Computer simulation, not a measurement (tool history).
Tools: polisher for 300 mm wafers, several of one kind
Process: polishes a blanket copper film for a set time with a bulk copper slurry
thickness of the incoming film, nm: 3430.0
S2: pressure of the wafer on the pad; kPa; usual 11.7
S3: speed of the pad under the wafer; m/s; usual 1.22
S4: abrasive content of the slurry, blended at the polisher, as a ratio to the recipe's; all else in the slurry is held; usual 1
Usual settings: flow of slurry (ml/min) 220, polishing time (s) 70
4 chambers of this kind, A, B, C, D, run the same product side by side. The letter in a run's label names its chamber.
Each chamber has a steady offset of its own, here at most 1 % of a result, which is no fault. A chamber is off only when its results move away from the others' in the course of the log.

{"hour": 7.0, "done": "chamber A: head pressure recalibrated"}
{"hour": 7.4, "done": "chamber C: head pressure recalibrated"}
{"hour": 10.4, "done": "chamber D: worn pad replaced by a new one"}
{"run": "1D", "hour": 13.6, "flow of slurry (ml/min)": 220, "S2": 11.7, "S3": 1.22, "S4": 1, "polishing time (s)": 70, "film removed (Å)": 4294.5}
{"run": "2A", "hour": 25.9, "flow of slurry (ml/min)": 220, "S2": 11.7, "S3": 1.22, "S4": 1, "polishing time (s)": 70, "film removed (Å)": 4311.3}
{"run": "3B", "hour": 37.7, "flow of slurry (ml/min)": 220, "S2": 11.7, "S3": 1.22, "S4": 1, "polishing time (s)": 70, "film removed (Å)": 4239.1}
{"hour": 46.4, "done": "chamber A: worn pad replaced by a new one"}
{"run": "4C", "hour": 49.7, "flow of slurry (ml/min)": 220, "S2": 11.7, "S3": 1.22, "S4": 1, "polishing time (s)": 70, "film removed (Å)": 4305.7}
{"run": "5C", "hour": 61.7, "flow of slurry (ml/min)": 220, "S2": 11.7, "S3": 1.22, "S4": 1, "polishing time (s)": 70, "film removed (Å)": 4264.1}
{"run": "6D", "hour": 68.8, "flow of slurry (ml/min)": 220, "S2": 11.7, "S3": 1.22, "S4": 1, "polishing time (s)": 70, "film removed (Å)": 4245.2}
{"run": "7A", "hour": 75.2, "flow of slurry (ml/min)": 220, "S2": 11.7, "S3": 1.22, "S4": 1, "polishing time (s)": 88, "film removed (Å)": 5399}
{"hour": 77.8, "done": "chamber B: worn pad replaced by a new one"}
{"run": "8B", "hour": 87.9, "flow of slurry (ml/min)": 220, "S2": 11.7, "S3": 1.22, "S4": 1, "polishing time (s)": 88, "film removed (Å)": 5366.3}
{"hour": 93.8, "done": "chamber C: worn pad replaced by a new one"}
{"run": "9C", "hour": 100.9, "flow of slurry (ml/min)": 220, "S2": 11.7, "S3": 1.22, "S4": 1, "polishing time (s)": 88, "film removed (Å)": 5367.6}
{"run": "10D", "hour": 113.3, "flow of slurry (ml/min)": 220, "S2": 11.7, "S3": 1.22, "S4": 1, "polishing time (s)": 88, "film removed (Å)": 5369.7}
{"run": "11A", "hour": 126.5, "flow of slurry (ml/min)": 250, "S2": 11.7, "S3": 1.22, "S4": 1, "polishing time (s)": 61, "film removed (Å)": 3798.1}
{"hour": 136.8, "done": "chamber D: worn pad replaced by a new one"}
{"run": "12B", "hour": 138.5, "flow of slurry (ml/min)": 250, "S2": 11.7, "S3": 1.22, "S4": 1, "polishing time (s)": 61, "film removed (Å)": 3738.9}
{"run": "13C", "hour": 148.9, "flow of slurry (ml/min)": 250, "S2": 11.7, "S3": 1.22, "S4": 1, "polishing time (s)": 61, "film removed (Å)": 3813.7}
{"run": "14B", "hour": 162.8, "flow of slurry (ml/min)": 250, "S2": 11.7, "S3": 1.22, "S4": 1, "polishing time (s)": 61, "film removed (Å)": 3758.6}
{"hour": 166.6, "done": "chamber C: slurry blender recalibrated"}
{"hour": 167.5, "done": "chamber A: worn pad replaced by a new one"}
{"run": "15A", "hour": 174.3, "flow of slurry (ml/min)": 220, "S2": 11.7, "S3": 1.22, "S4": 1, "polishing time (s)": 70, "film removed (Å)": 4292.1}
{"run": "16D", "hour": 186.2, "flow of slurry (ml/min)": 220, "S2": 11.7, "S3": 1.22, "S4": 1, "polishing time (s)": 70, "film removed (Å)": 4282.2}
{"run": "17B", "hour": 194.3, "flow of slurry (ml/min)": 220, "S2": 11.7, "S3": 1.22, "S4": 1, "polishing time (s)": 70, "film removed (Å)": 4319.2}
{"hour": 201.8, "done": "chamber C: worn pad replaced by a new one"}
{"run": "18A", "hour": 206.2, "flow of slurry (ml/min)": 155, "S2": 11.7, "S3": 0.92, "S4": 1, "polishing time (s)": 70, "film removed (Å)": 3047.5}
{"hour": 208.6, "done": "chamber B: worn pad replaced by a new one"}
{"run": "19C", "hour": 218.9, "flow of slurry (ml/min)": 155, "S2": 11.7, "S3": 0.92, "S4": 1, "polishing time (s)": 70, "film removed (Å)": 3093.1}
{"hour": 229.3, "done": "chamber D: slurry blender recalibrated"}
{"run": "20D", "hour": 229.7, "flow of slurry (ml/min)": 155, "S2": 11.7, "S3": 0.92, "S4": 1, "polishing time (s)": 70, "film removed (Å)": 3020.2}
{"run": "21B", "hour": 237.4, "flow of slurry (ml/min)": 155, "S2": 11.7, "S3": 0.92, "S4": 1, "polishing time (s)": 70, "film removed (Å)": 3036.3}
{"run": "22A", "hour": 245.4, "flow of slurry (ml/min)": 220, "S2": 11.7, "S3": 1.22, "S4": 1, "polishing time (s)": 70, "film removed (Å)": 4305.7}
{"hour": 253.1, "done": "chamber D: worn pad replaced by a new one"}
{"run": "23D", "hour": 257.4, "flow of slurry (ml/min)": 220, "S2": 11.7, "S3": 1.22, "S4": 1, "polishing time (s)": 70, "film removed (Å)": 4306.5}
{"hour": 265.9, "done": "chamber B: slurry blender recalibrated"}
{"run": "24C", "hour": 269.9, "flow of slurry (ml/min)": 220, "S2": 11.7, "S3": 1.22, "S4": 1, "polishing time (s)": 70, "film removed (Å)": 4332.6}
{"hour": 279.8, "done": "chamber A: slurry nozzle cleaned"}
{"run": "25C", "hour": 281.9, "flow of slurry (ml/min)": 220, "S2": 11.7, "S3": 1.22, "S4": 1, "polishing time (s)": 70, "film removed (Å)": 4289.6}
{"run": "26D", "hour": 293.0, "flow of slurry (ml/min)": 220, "S2": 11.7, "S3": 1.22, "S4": 1, "polishing time (s)": 70, "film removed (Å)": 4304.1}
{"hour": 299.6, "done": "chamber A: worn pad replaced by a new one"}
{"run": "27A", "hour": 304.7, "flow of slurry (ml/min)": 220, "S2": 11.7, "S3": 1.22, "S4": 1, "polishing time (s)": 70, "film removed (Å)": 4354.9}
{"run": "28B", "hour": 315.1, "flow of slurry (ml/min)": 155, "S2": 11.7, "S3": 1.22, "S4": 1, "polishing time (s)": 70, "film removed (Å)": 4032}
{"hour": 319.2, "done": "chamber A: slurry blender recalibrated"}
{"run": "29B", "hour": 324.5, "flow of slurry (ml/min)": 155, "S2": 11.7, "S3": 1.22, "S4": 1, "polishing time (s)": 70, "film removed (Å)": 4041.3}
{"run": "30A", "hour": 335.7, "flow of slurry (ml/min)": 155, "S2": 11.7, "S3": 1.22, "S4": 1, "polishing time (s)": 70, "film removed (Å)": 4093.8}
{"hour": 336.1, "done": "chamber C: worn pad replaced by a new one"}
{"run": "31C", "hour": 342.1, "flow of slurry (ml/min)": 155, "S2": 11.7, "S3": 1.22, "S4": 1, "polishing time (s)": 70, "film removed (Å)": 4098.4}
{"run": "32D", "hour": 356.0, "flow of slurry (ml/min)": 220, "S2": 11.7, "S3": 1.22, "S4": 1, "polishing time (s)": 70, "film removed (Å)": 4230.8}

Is one chamber off against the others, does the gauge drift, or is nothing wrong? If a chamber is off, say which, and what the likeliest cause is.

No chamber stands off beyond its own small offset, and the gauge holds steady.

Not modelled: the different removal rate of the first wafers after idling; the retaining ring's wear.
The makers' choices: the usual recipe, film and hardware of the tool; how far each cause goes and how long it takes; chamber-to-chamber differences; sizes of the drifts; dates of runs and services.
